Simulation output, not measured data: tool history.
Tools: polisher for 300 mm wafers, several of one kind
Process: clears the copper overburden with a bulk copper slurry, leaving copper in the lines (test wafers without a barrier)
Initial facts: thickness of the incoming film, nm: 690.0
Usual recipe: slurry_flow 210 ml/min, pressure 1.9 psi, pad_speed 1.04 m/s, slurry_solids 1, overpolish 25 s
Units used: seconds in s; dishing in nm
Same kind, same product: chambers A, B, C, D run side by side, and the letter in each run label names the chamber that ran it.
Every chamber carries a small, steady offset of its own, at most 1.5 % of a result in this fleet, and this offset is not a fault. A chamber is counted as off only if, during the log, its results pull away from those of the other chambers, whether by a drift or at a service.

run 1C hour=4.3 | slurry_flow=210 pressure=1.9 pad_speed=1.04 slurry_solids=1 overpolish=25 | seconds=112.490 dishing=79.607
run 2A hour=9.4 | slurry_flow=210 pressure=1.9 pad_speed=1.04 slurry_solids=1 overpolish=25 | seconds=112.250 dishing=78.836
run 3B hour=12.3 | slurry_flow=210 pressure=1.9 pad_speed=1.04 slurry_solids=1 overpolish=25 | seconds=115.110 dishing=77.720
-- hour=14.6 chamber A: worn pad replaced by a new one
run 4D hour=17.0 | slurry_flow=210 pressure=1.9 pad_speed=1.04 slurry_solids=1 overpolish=25 | seconds=110.750 dishing=80.183
run 5A hour=20.7 | slurry_flow=210 pressure=1.9 pad_speed=1.04 slurry_solids=1 overpolish=25 | seconds=113.610 dishing=78.394
-- hour=23.5 chamber D: slurry blender recalibrated
run 6D hour=25.5 | slurry_flow=210 pressure=1.9 pad_speed=1.04 slurry_solids=1 overpolish=25 | seconds=111.970 dishing=79.579
run 7B hour=29.5 | slurry_flow=210 pressure=1.9 pad_speed=1.04 slurry_solids=1 overpolish=25 | seconds=115.210 dishing=79.262
run 8C hour=34.1 | slurry_flow=210 pressure=1.9 pad_speed=1.04 slurry_solids=1 overpolish=25 | seconds=116.830 dishing=79.499
-- hour=35.1 chamber D: worn pad replaced by a new one
-- hour=37.1 chamber D: slurry nozzle cleaned
run 9B hour=37.7 | slurry_flow=210 pressure=1.9 pad_speed=1.04 slurry_solids=1 overpolish=25 | seconds=113.990 dishing=78.217
-- hour=38.9 chamber A: slurry nozzle cleaned
run 10D hour=42.5 | slurry_flow=210 pressure=1.9 pad_speed=1.04 slurry_solids=1 overpolish=25 | seconds=110.160 dishing=80.043
run 11A hour=45.5 | slurry_flow=210 pressure=1.9 pad_speed=1.04 slurry_solids=1 overpolish=25 | seconds=113.290 dishing=77.969
run 12C hour=50.3 | slurry_flow=210 pressure=1.9 pad_speed=1.04 slurry_solids=1 overpolish=25 | seconds=115.660 dishing=77.306
run 13D hour=53.3 | slurry_flow=210 pressure=1.9 pad_speed=1.04 slurry_solids=1 overpolish=25 | seconds=111.070 dishing=77.864
run 14A hour=57.2 | slurry_flow=210 pressure=1.9 pad_speed=1.28 slurry_solids=1 overpolish=25 | seconds=91.026 dishing=86.292
-- hour=59.5 chamber B: slurry blender recalibrated
run 15B hour=60.5 | slurry_flow=210 pressure=1.9 pad_speed=1.28 slurry_solids=1 overpolish=25 | seconds=89.072 dishing=87.620
run 16C hour=64.6 | slurry_flow=210 pressure=1.9 pad_speed=1.28 slurry_solids=1 overpolish=25 | seconds=95.658 dishing=87.489
-- hour=67.1 chamber C: head pressure recalibrated
run 17D hour=70.0 | slurry_flow=210 pressure=1.9 pad_speed=1.28 slurry_solids=1 overpolish=25 | seconds=92.305 dishing=87.875
run 18A hour=75.6 | slurry_flow=210 pressure=1.9 pad_speed=1.04 slurry_solids=1 overpolish=25 | seconds=110.780 dishing=78.944
-- hour=77.6 chamber A: worn pad replaced by a new one
run 19C hour=79.4 | slurry_flow=210 pressure=1.9 pad_speed=1.04 slurry_solids=1 overpolish=25 | seconds=118.470 dishing=77.138
run 20B hour=82.6 | slurry_flow=210 pressure=1.9 pad_speed=1.04 slurry_solids=1 overpolish=25 | seconds=113.210 dishing=78.175
run 21A hour=88.3 | slurry_flow=210 pressure=1.9 pad_speed=1.04 slurry_solids=1 overpolish=25 | seconds=116.120 dishing=79.873
run 22D hour=93.1 | slurry_flow=210 pressure=1.9 pad_speed=1.04 slurry_solids=1 overpolish=25 | seconds=111.920 dishing=78.960
run 23C hour=96.5 | slurry_flow=210 pressure=1.9 pad_speed=1.04 slurry_solids=1 overpolish=25 | seconds=120.950 dishing=75.238
run 24B hour=101.6 | slurry_flow=210 pressure=1.9 pad_speed=1.04 slurry_solids=1 overpolish=25 | seconds=115.420 dishing=77.596
run 25D hour=107.0 | slurry_flow=150 pressure=1.3 pad_speed=1.04 slurry_solids=1 overpolish=25 | seconds=173.550 dishing=56.366
run 26C hour=112.7 | slurry_flow=150 pressure=1.3 pad_speed=1.04 slurry_solids=1 overpolish=25 | seconds=190.410 dishing=54.215
run 27A hour=116.6 | slurry_flow=150 pressure=1.3 pad_speed=1.04 slurry_solids=1 overpolish=25 | seconds=169.600 dishing=56.717
-- hour=120.5 chamber D: worn pad replaced by a new one
run 28B hour=121.7 | slurry_flow=150 pressure=1.3 pad_speed=1.04 slurry_solids=1 overpolish=25 | seconds=174.830 dishing=55.723
run 29D hour=124.9 | slurry_flow=210 pressure=1.9 pad_speed=1.04 slurry_solids=1 overpolish=25 | seconds=111.800 dishing=80.242

Read the log: is a single chamber off, either drifting away or since a service, is the gauge that measures every chamber drifting, or is nothing wrong beyond small per-chamber offsets? Name any odd chamber and what most likely caused it.

Little by little, chamber C moves away from the other chambers.
Most likely cause: removal rate lost through wear of the pad, % = 8.32.
The log might look much the same if the cause were instead: slurry flow missing at the pad, %; abrasive missing from the slurry, %.

Here are 4 candidates for chamber C's next run, each the usual settings with a change, their results left as question marks. Which one brings its results back in line with what the others give on the usual settings?
In line here means within this much of the mean the other chambers give on the usual settings: seconds 6.300 s; dishing 2.900 nm
run 30C-1 hour=129.1 | slurry_flow=210 pressure=2.1 pad_speed=1.12 slurry_solids=1 overpolish=24 | seconds=? dishing=?
run 30C-2 hour=129.1 | slurry_flow=210 pressure=2.0 pad_speed=1.08 slurry_solids=1 overpolish=24 | seconds=? dishing=?
run 30C-3 hour=129.1 | slurry_flow=210 pressure=1.7 pad_speed=0.96 slurry_solids=1 overpolish=26 | seconds=? dishing=?
run 30C-4 hour=129.1 | slurry_flow=210 pressure=1.8 pad_speed=1.00 slurry_solids=1 overpolish=26 | seconds=? dishing=?

What the other chambers average on the usual settings: seconds 113.560 s; dishing 78.803 nm
run=30C-1 seconds=103.370 dishing=82.605
run=30C-2 seconds=112.640 dishing=77.790
run=30C-3 seconds=149.470 dishing=66.662
run=30C-4 seconds=135.390 dishing=71.701
The right change is 30C-2: it brings the chamber back within the allowed miss of the others.
